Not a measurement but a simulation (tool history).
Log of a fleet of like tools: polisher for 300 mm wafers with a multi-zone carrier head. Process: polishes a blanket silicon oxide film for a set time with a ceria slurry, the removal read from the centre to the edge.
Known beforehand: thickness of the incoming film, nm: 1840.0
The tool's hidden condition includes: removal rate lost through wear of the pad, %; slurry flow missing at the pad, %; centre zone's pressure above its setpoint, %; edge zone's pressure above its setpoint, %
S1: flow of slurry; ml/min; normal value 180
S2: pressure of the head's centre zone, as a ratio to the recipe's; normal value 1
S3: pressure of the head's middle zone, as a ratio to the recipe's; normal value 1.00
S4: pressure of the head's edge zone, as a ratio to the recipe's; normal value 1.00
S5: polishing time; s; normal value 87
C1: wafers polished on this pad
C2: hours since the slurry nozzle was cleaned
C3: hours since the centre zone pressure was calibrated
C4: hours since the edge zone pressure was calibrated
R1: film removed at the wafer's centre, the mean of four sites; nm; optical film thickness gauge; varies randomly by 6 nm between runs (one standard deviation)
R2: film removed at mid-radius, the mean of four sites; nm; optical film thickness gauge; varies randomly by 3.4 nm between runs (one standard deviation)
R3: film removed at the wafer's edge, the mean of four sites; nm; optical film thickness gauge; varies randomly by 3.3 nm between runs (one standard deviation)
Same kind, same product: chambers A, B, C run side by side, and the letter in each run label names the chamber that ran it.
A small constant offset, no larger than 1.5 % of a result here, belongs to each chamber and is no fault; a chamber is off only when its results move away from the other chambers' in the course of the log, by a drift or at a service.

run     day   S1  S2    S3    S4  S5    C1     C2      C3      C4      R1      R2      R3
 1A   0.308  180   1  1.00  1.00  87   251  327.7   476.4   734.9  420.47  399.22  398.25
      0.692  -- chamber C: slurry nozzle cleaned
      0.704  -- chamber B: edge zone pressure recalibrated
 2B   0.771  180   1  1.00  1.00  87   468  308.8  1215.1     1.7  400.88  407.97  409.11
      1.017  -- chamber C: centre zone pressure recalibrated
 3C   1.254  180   1  1.00  1.00  87   602   13.6     5.7   552.9  400.86  405.54  404.16
 4C   1.562  180   1  1.00  1.00  87   651   21.0    13.1   560.3  410.94  405.56  404.06
      1.571  -- chamber A: worn pad replaced by a new one
 5A   1.875  180   1  1.00  1.00  87    48  365.3   514.0   772.5  393.35  402.99  401.57
 6B   2.283  180   1  1.00  1.00  87   709  345.1  1251.4    38.0  408.46  403.78  405.14
 7B   2.725  180   1  1.00  1.00  87   779  355.7  1262.0    48.6  415.08  413.18  401.63
 8A   3.154  180   1  1.00  1.00  87   252  396.0   544.7   803.2  407.23  407.01  404.18
 9C   3.733  180   1  1.00  1.00  87   997   73.1    65.2   612.4  401.27  401.48  407.04
10C   4.200  180   1  1.00  1.00  87  1071   84.3    76.4   623.6  413.61  408.46  404.85
11B   4.500  180   1  1.00  1.00  87  1062  398.3  1304.6    91.2  405.40  400.72  401.54
      4.604  -- chamber C: worn pad replaced by a new one
12A   4.879  180   1  1.00  1.00  87   527  437.4   586.1   844.6  409.74  406.53  400.97
      5.067  -- chamber A: worn pad replaced by a new one
13C   5.296  180   1  1.00  1.00  87   110  110.6   102.7   649.9  402.22  407.63  399.00
14A   5.729  180   1  1.00  1.00  87   105  457.8   606.5   865.0  404.50  403.08  399.90
15B   6.112  180   1  1.00  1.00  87  1319  437.0  1343.3   129.9  390.99  397.40  394.79
16B   6.467  180   1  1.00  1.00  87  1375  445.5  1351.8   138.4  401.50  403.34  393.54
17A   7.125  180   1  0.89  0.93  87   328  491.3   640.0   898.5  418.00  365.37  385.51
18C   7.512  180   1  0.89  0.93  87   463  163.8   155.9   703.1  408.44  363.56  390.61
19A   7.846  180   1  0.89  0.93  87   442  508.6   657.3   915.8  413.95  363.20  391.06
      8.283  -- chamber A: worn pad replaced by a new one
20B   8.425  180   1  1.00  1.00  72  1687  492.5  1398.8   185.4  327.52  318.98  314.63
21C   8.812  180   1  1.00  1.00  72   670  195.0   187.1   734.3  338.20  338.07  331.34
22B   9.392  180   1  1.00  1.00  72  1841  515.7  1422.0   208.6  327.32  318.66  310.09
23C   9.696  180   1  1.00  1.00  87   811  216.2   208.3   755.5  404.73  408.13  395.82
     10.188  -- chamber B: centre zone pressure recalibrated
24A  10.188  180   1  1.00  1.00  87   303  564.8   713.5   972.0  410.78  402.42  402.13
25B  10.542  180   1  1.00  1.00  87  2025  543.3     8.6   236.2  374.15  381.12  375.04
26C  10.942  180   1  1.00  1.00  87  1009  246.1   238.2   785.4  406.59  410.60  395.59
     11.342  -- chamber B: slurry nozzle cleaned
27A  11.375  180   1  1.00  1.00  87   493  593.3   742.0  1000.5  416.05  404.49  401.90
28B  11.767  180   1  1.00  1.00  87  2220   10.3    38.0   265.6  371.07  378.56  367.01
29C  12.133  180   1  1.00  1.00  87  1199  274.7   266.8   814.0  421.11  408.66  398.34

For the next run the whole fleet of 3 chambers uses the same settings. Give each chamber's results:
30A  12.608  180   1  1.00  1.00  87                   ?   ?   ?
30B  12.608  180   1  1.00  1.00  87                   ?   ?   ?
30C  12.608  180   1  1.00  1.00  87                   ?   ?   ?

run      R1      R2      R3
30A  411.64  407.56  401.38
30B  373.91  369.43  369.39
30C  408.53  405.98  401.90

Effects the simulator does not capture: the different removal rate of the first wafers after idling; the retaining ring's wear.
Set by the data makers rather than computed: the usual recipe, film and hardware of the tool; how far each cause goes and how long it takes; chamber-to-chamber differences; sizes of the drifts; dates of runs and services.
